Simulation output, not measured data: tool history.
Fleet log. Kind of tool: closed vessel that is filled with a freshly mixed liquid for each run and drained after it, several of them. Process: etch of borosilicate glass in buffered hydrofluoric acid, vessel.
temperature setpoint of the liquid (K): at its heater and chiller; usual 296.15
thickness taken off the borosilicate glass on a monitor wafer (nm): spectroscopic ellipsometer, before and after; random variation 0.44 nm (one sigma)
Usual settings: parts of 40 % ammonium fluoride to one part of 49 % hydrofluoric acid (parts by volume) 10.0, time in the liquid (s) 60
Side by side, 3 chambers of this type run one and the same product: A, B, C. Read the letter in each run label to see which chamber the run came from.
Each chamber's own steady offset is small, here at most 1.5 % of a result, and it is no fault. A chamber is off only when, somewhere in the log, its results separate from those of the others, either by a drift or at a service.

run   hour  temperature setpoint of the liquid (K)  parts of 40 % ammonium fluoride to one part of 49 % hydrofluoric acid (parts by volume)  time in the liquid (s)  hours since the thermometer was replaced  hours since the hydrofluoric acid flow meter was replaced  read-back film thickness of the borosilicate glass reference wafer, read on the same gauge (nm)  thickness taken off the borosilicate glass on a monitor wafer (nm)
 1A    8.4                                  296.15                                                                                     10.0                      60                                     770.7                                                      207.2                                                                                           120.02                                                              70.843
 2C   14.1                                  296.15                                                                                     10.0                      60                                     938.1                                                      560.8                                                                                           119.99                                                              72.251
 3B   24.0                                  296.15                                                                                     10.0                      60                                    2033.8                                                      132.0                                                                                           120.00                                                              70.722
 4C   31.3                                  296.15                                                                                     10.0                      60                                     955.3                                                      578.0                                                                                           120.03                                                              71.801
 5A   37.7                                  296.15                                                                                     10.0                      60                                     800.0                                                      236.5                                                                                           119.98                                                              69.804
 6B   45.7                                  296.15                                                                                     10.0                      60                                    2055.5                                                      153.7                                                                                           120.03                                                              71.413
 7A   50.7                                  296.15                                                                                     10.0                      60                                     813.0                                                      249.5                                                                                           119.99                                                              71.156
 8B   59.4                                  296.15                                                                                     10.0                      60                                    2069.2                                                      167.4                                                                                           119.95                                                              71.198
 9C   69.5                                  296.15                                                                                     10.0                      60                                     993.5                                                      616.2                                                                                           120.00                                                              71.564
10C   74.2                                  296.15                                                                                     10.0                      60                                     998.2                                                      620.9                                                                                           120.05                                                              71.410
11A   82.8                                  296.15                                                                                     10.0                      60                                     845.1                                                      281.6                                                                                           120.00                                                              70.696
12B   88.2                                  296.15                                                                                     10.0                      60                                    2098.0                                                      196.2                                                                                           120.01                                                              72.321
13C   96.2                                  296.15                                                                                     10.0                      60                                    1020.2                                                      642.9                                                                                           120.03                                                              71.885
14A  103.4                                  296.15                                                                                     10.0                      60                                     865.7                                                      302.2                                                                                           119.99                                                              70.785
15B  109.1                                  296.15                                                                                     10.0                      45                                    2118.9                                                      217.1                                                                                           120.00                                                              54.257
16A  115.7                                  296.15                                                                                     10.0                      45                                     878.0                                                      314.5                                                                                           120.00                                                              53.094
17B  123.9                                  296.15                                                                                     10.0                      45                                    2133.7                                                      231.9                                                                                           120.00                                                              53.934
18C  131.6                                  296.15                                                                                      7.5                      40                                    1055.6                                                      678.3                                                                                           119.99                                                              62.532
19B  140.5                                  296.15                                                                                      7.5                      40                                    2150.3                                                      248.5                                                                                           120.01                                                              65.091
20A  146.2                                  296.15                                                                                      7.5                      40                                     908.5                                                      345.0                                                                                           119.96                                                              61.259
21C  151.6                                  296.15                                                                                     10.0                      60                                    1075.6                                                      698.3                                                                                           120.01                                                              70.899
22C  159.4                                  296.15                                                                                      8.5                      60                                    1083.4                                                      706.1                                                                                           120.00                                                              81.413
23B  164.4                                  296.15                                                                                      8.5                      60                                    2174.2                                                      272.4                                                                                           119.99                                                              84.350
24A  173.8                                  296.15                                                                                      8.5                      60                                     936.1                                                      372.6                                                                                           119.99                                                              81.245
25A  183.7                                  296.15                                                                                     10.0                      60                                     946.0                                                      382.5                                                                                           119.99                                                              70.642
26C  192.8                                  296.15                                                                                     10.0                      60                                    1116.8                                                      739.5                                                                                           119.98                                                              72.132
27B  203.2                                  296.15                                                                                     10.0                      60                                    2213.0                                                      311.2                                                                                           120.03                                                              73.484
28B  211.3                                  296.15                                                                                     10.0                      60                                    2221.1                                                      319.3                                                                                           120.01                                                              74.705
29A  218.8                                  300.15                                                                                     10.0                      60                                     981.1                                                      417.6                                                                                           120.00                                                              88.098
30C  228.7                                  300.15                                                                                     10.0                      60                                    1152.7                                                      775.4                                                                                           120.00                                                              88.604
31B  236.7                                  300.15                                                                                     10.0                      60                                    2246.5                                                      344.7                                                                                           119.99                                                              92.402
32C  243.7                                  296.15                                                                                     10.0                      60                                    1167.7                                                      790.4                                                                                           120.00                                                              71.988
33A  249.3                                  296.15                                                                                     10.0                      60                                    1011.6                                                      448.1                                                                                           120.03                                                              71.057
34C  257.3                                  296.15                                                                                     10.0                      60                                    1181.3                                                      804.0                                                                                           119.98                                                              71.110
35B  264.4                                  296.15                                                                                     10.0                      60                                    2274.2                                                      372.4                                                                                           119.97                                                              75.112

Next, every chamber runs the same settings. What will each give?
36A  271.8                                  296.15                                                                                     10.0                      60                                                                                                                                                                                                                                                                         ?
36B  271.8                                  296.15                                                                                     10.0                      60                                                                                                                                                                                                                                                                         ?
36C  271.8                                  296.15                                                                                     10.0                      60                                                                                                                                                                                                                                                                         ?

run  thickness taken off the borosilicate glass on a monitor wafer (nm)
36A                                                              70.904
36B                                                              74.975
36C                                                              71.226

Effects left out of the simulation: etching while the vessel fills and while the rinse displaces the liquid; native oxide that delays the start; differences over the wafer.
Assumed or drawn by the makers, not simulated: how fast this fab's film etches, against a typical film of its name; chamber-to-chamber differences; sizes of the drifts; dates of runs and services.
